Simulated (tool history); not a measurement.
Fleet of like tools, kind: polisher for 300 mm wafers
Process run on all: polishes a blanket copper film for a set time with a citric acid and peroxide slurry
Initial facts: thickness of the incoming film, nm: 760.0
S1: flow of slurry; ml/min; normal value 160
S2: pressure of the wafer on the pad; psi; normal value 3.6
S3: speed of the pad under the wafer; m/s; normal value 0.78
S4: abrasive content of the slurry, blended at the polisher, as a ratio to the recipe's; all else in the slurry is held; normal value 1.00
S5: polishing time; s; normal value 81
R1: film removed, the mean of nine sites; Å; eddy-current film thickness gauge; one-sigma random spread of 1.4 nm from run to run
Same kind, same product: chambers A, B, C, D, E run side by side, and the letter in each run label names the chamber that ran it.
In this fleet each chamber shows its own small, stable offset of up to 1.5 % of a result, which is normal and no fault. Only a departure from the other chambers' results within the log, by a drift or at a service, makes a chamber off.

| run | day | S1 | S2 | S3 | S4 | S5 | R1 |
|---|---|---|---|---|---|---|---|
|  | 0.108 | chamber B: slurry blender recalibrated |
|  | 0.121 | chamber E: worn pad replaced by a new one |
|  | 0.300 | chamber C: slurry nozzle cleaned |
| 1A | 0.500 | 160 | 3.6 | 0.78 | 1.00 | 81 | 1542.2 |
|  | 0.708 | chamber D: worn pad replaced by a new one |
| 2C | 0.725 | 160 | 3.6 | 0.78 | 1.00 | 81 | 1566.8 |
| 3E | 1.238 | 160 | 3.6 | 0.78 | 1.00 | 81 | 1577.7 |
|  | 1.279 | chamber D: head pressure recalibrated |
|  | 1.325 | chamber A: slurry nozzle cleaned |
|  | 1.538 | chamber C: worn pad replaced by a new one |
| 4D | 1.596 | 160 | 3.6 | 0.78 | 1.00 | 81 | 1553.3 |
| 5B | 1.950 | 160 | 3.6 | 0.78 | 1.00 | 81 | 1540.3 |
| 6D | 2.300 | 160 | 3.6 | 0.78 | 1.00 | 81 | 1571.9 |
| 7C | 2.679 | 160 | 3.6 | 0.78 | 1.00 | 81 | 1570.1 |
| 8E | 3.083 | 160 | 3.6 | 0.78 | 1.00 | 81 | 1554.2 |
|  | 3.100 | chamber D: slurry blender recalibrated |
| 9A | 3.438 | 160 | 3.6 | 0.78 | 1.00 | 81 | 1531.8 |
| 10B | 3.942 | 160 | 3.6 | 0.78 | 1.00 | 81 | 1534.8 |
| 11E | 4.346 | 160 | 3.6 | 0.78 | 1.00 | 81 | 1547.1 |
|  | 4.379 | chamber A: slurry blender recalibrated |
|  | 4.421 | chamber E: worn pad replaced by a new one |
|  | 4.421 | chamber E: slurry nozzle cleaned |
| 12D | 4.758 | 160 | 3.6 | 0.78 | 1.00 | 81 | 1558.7 |
| 13B | 5.221 | 160 | 3.6 | 0.78 | 1.00 | 81 | 1568.7 |
|  | 5.383 | chamber E: head pressure recalibrated |
| 14A | 5.471 | 160 | 3.6 | 0.78 | 1.00 | 81 | 1553.4 |
| 15C | 5.812 | 160 | 3.6 | 0.78 | 1.15 | 81 | 1620.9 |
|  | 5.950 | chamber C: slurry blender recalibrated |
|  | 5.971 | chamber B: slurry blender recalibrated |
| 16B | 6.254 | 160 | 3.6 | 0.78 | 1.15 | 81 | 1627.7 |
|  | 6.546 | chamber D: worn pad replaced by a new one |
| 17D | 6.604 | 160 | 3.6 | 0.78 | 1.15 | 81 | 1618.9 |
|  | 6.783 | chamber B: worn pad replaced by a new one |
|  | 6.958 | chamber D: slurry nozzle cleaned |
| 18C | 7.062 | 160 | 3.6 | 0.78 | 1.15 | 81 | 1626.1 |
|  | 7.158 | chamber A: worn pad replaced by a new one |
| 19A | 7.554 | 160 | 3.6 | 0.78 | 1.15 | 81 | 1613.7 |
|  | 7.946 | chamber E: worn pad replaced by a new one |
| 20E | 7.992 | 160 | 3.6 | 0.78 | 1.00 | 81 | 1412.7 |
|  | 8.204 | chamber D: slurry blender recalibrated |
| 21E | 8.271 | 160 | 3.6 | 0.78 | 1.00 | 81 | 1431.8 |
| 22C | 8.712 | 160 | 3.6 | 0.78 | 1.00 | 81 | 1557.2 |
| 23A | 9.192 | 160 | 3.6 | 0.78 | 1.00 | 81 | 1542.1 |
| 24B | 9.571 | 160 | 3.6 | 0.78 | 1.00 | 81 | 1558.2 |
|  | 9.575 | chamber A: slurry blender recalibrated |
| 25D | 9.983 | 160 | 3.6 | 0.78 | 1.00 | 81 | 1579.2 |
| 26D | 10.429 | 160 | 3.6 | 0.78 | 1.10 | 81 | 1615.2 |
| 27B | 10.788 | 160 | 3.6 | 0.78 | 1.10 | 81 | 1577.3 |
|  | 11.179 | chamber B: slurry blender recalibrated |
| 28E | 11.192 | 160 | 3.6 | 0.78 | 1.10 | 81 | 1462.0 |
|  | 11.321 | chamber B: head pressure recalibrated |
| 29A | 11.571 | 160 | 3.6 | 0.78 | 1.10 | 81 | 1594.2 |
|  | 11.738 | chamber C: head pressure recalibrated |
|  | 11.821 | chamber A: head pressure recalibrated |
| 30C | 11.858 | 160 | 3.6 | 0.78 | 1.10 | 81 | 1603.4 |
|  | 11.867 | chamber C: worn pad replaced by a new one |
| 31B | 12.338 | 160 | 3.6 | 0.78 | 1.00 | 81 | 1557.9 |
| 32C | 12.583 | 160 | 3.6 | 0.78 | 1.00 | 81 | 1594.5 |
| 33A | 13.000 | 160 | 3.6 | 0.78 | 1.00 | 81 | 1560.1 |

Does one chamber stand apart from the rest, does the shared gauge drift, or is all well apart from small per-chamber offsets? Give the chamber and the most likely cause, where there is one.

Chamber E came out of a service off from its peers and stayed that way.
Likeliest cause: head's pressure below its setpoint, % = 9.19.

Chamber E could run next with any of the 4 candidate recipes listed below; each alters the usual settings, and their results appear as question marks. Which one brings its results back in line with what the other chambers deliver on the usual settings?
In line means no further than this from the other chambers' mean on the usual settings: R1 50.0 Å
| 34E-1 | 13.375 | 160 | 3.8 | 0.78 | 1.00 | 81 | ? |
| 34E-2 | 13.375 | 160 | 3.6 | 0.74 | 1.00 | 81 | ? |
| 34E-3 | 13.375 | 160 | 3.7 | 0.80 | 1.00 | 84 | ? |
| 34E-4 | 13.375 | 160 | 3.6 | 0.74 | 1.00 | 77 | ? |

Other chambers, usual settings, mean: R1 1564.3 Å
| run | R1 |
|---|---|
| 34E-1 | 1493.2 |
| 34E-2 | 1345.4 |
| 34E-3 | 1547.1 |
| 34E-4 | 1279.0 |
34E-3 puts the chamber back in line with the other chambers.
